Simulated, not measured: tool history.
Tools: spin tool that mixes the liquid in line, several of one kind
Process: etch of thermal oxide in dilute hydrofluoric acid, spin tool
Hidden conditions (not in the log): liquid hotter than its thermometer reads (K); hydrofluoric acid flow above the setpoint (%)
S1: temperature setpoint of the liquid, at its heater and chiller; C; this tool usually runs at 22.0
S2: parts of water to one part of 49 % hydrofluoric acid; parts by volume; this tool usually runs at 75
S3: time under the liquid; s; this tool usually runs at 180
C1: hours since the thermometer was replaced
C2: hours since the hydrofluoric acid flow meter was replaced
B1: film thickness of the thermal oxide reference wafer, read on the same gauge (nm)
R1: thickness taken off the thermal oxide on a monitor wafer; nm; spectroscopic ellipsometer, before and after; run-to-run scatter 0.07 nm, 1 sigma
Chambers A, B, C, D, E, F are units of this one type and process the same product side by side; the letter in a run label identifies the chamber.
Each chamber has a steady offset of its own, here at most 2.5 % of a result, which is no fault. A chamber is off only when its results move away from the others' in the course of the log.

run	day	S1	S2	S3	C1	C2	B1	R1
# day 0.333: chamber F: hydrofluoric acid flow meter replaced
1D	0.538	22.0	75	180	1366.0	531.1	59.988	11.2680
2C	0.833	22.0	75	180	264.4	968.5	59.982	11.3240
3A	1.342	22.0	75	180	2580.5	190.7	59.973	11.1430
4F	1.954	22.0	75	180	67.4	39.0	59.978	11.0950
5B	2.262	22.0	75	180	1055.6	519.9	59.997	11.1210
6E	2.662	22.0	75	180	323.8	2204.2	60.005	11.2770
# day 2.904: chamber E: hydrofluoric acid flow meter replaced
7D	3.133	22.0	75	180	1428.3	593.4	60.041	11.1560
8E	3.688	22.0	75	180	348.4	18.8	60.003	11.2030
# day 3.750: chamber A: thermometer replaced
9F	4.008	19.0	110	180	116.7	88.3	60.003	6.5126
10A	4.438	19.0	110	180	16.6	265.0	60.002	6.2993
11B	4.979	19.0	110	180	1120.8	585.1	60.000	6.5422
12C	5.417	19.0	110	180	374.4	1078.5	59.981	6.5813
13E	5.908	19.0	110	180	401.7	72.1	59.975	6.5098
14C	6.425	19.0	110	180	398.6	1102.7	59.966	6.4993
# day 6.429: chamber B: hydrofluoric acid flow meter replaced
15D	6.762	22.0	75	180	1515.4	680.5	60.049	11.1400
16F	7.283	22.0	75	180	195.3	166.9	60.005	11.2130
17B	7.750	22.0	40	180	1187.3	31.8	60.034	22.1160
18A	8.342	22.0	40	180	110.3	358.7	60.015	22.1200
19A	8.683	22.0	40	180	118.5	366.9	60.014	22.2140
20E	9.262	22.0	40	180	482.2	152.6	60.025	21.3930
21C	9.588	22.0	40	180	474.5	1178.6	59.981	22.5030
22B	10.038	22.0	40	180	1242.2	86.7	60.008	22.2550
# day 10.271: chamber D: hydrofluoric acid flow meter replaced
23F	10.546	18.5	75	180	273.6	245.2	60.032	9.6258
24D	11.096	18.5	75	180	1619.4	19.9	59.956	9.7495
25F	11.462	18.5	75	180	295.6	267.2	59.994	9.6499
26B	11.942	18.5	75	180	1287.9	132.4	60.014	10.0530
27D	12.533	18.5	75	180	1653.9	54.4	59.995	9.7156
28A	13.042	18.5	75	180	223.1	471.5	60.017	9.6355
29E	13.412	22.0	75	180	581.8	252.2	60.010	11.1900
30C	13.712	22.0	75	180	573.5	1277.6	60.013	11.4300
31F	14.162	22.0	75	180	360.4	332.0	60.050	11.1810
# day 14.179: chamber A: hydrofluoric acid flow meter replaced
32D	14.492	22.0	75	180	1700.9	101.4	60.011	11.1300
33A	14.842	22.0	75	180	266.3	15.9	60.026	10.9440
34C	15.433	22.0	75	180	614.8	1318.9	60.025	11.3610
35B	15.767	22.0	75	180	1379.7	224.2	59.924	11.7790
36E	16.312	22.0	75	180	651.4	321.8	60.032	11.1230
37B	16.646	22.0	60	180	1400.8	245.3	59.982	15.3690
38D	17.062	22.0	60	180	1762.6	163.1	60.031	14.3710
39A	17.392	22.0	60	180	327.5	77.1	59.967	14.3910
40C	17.938	22.0	60	180	674.9	1379.0	59.959	14.4350
41E	18.225	22.0	60	180	697.3	367.7	59.980	14.1420

Is one chamber out of step, is the gauge drifting, or do the chambers differ by no more than their own small offsets? For an off chamber, give its letter and the likeliest cause.

It is chamber B that slowly wanders off from its peers.
What lies behind it: liquid hotter than its thermometer reads (K) = 1.91.
The log might look much the same if the cause were instead: hydrofluoric acid flow above the setpoint (%).

Here are 4 candidates for chamber B's next run, each the usual settings with a change, their results left as question marks. Which one brings its results back in line with what the others give on the usual settings?
In line here means within this much of the mean the other chambers give on the usual settings: R1 0.2500 nm
42B-1	18.675	22.0	75	185				?
42B-2	18.675	22.0	80	180				?
42B-3	18.675	22.0	75	175				?
42B-4	18.675	23.5	75	180				?

The mean the other chambers reach with the usual settings: R1 11.2070 nm
run	R1
42B-1	12.3240
42B-2	11.1670
42B-3	11.6580
42B-4	12.7250
42B-2 puts the chamber back in line with the other chambers.
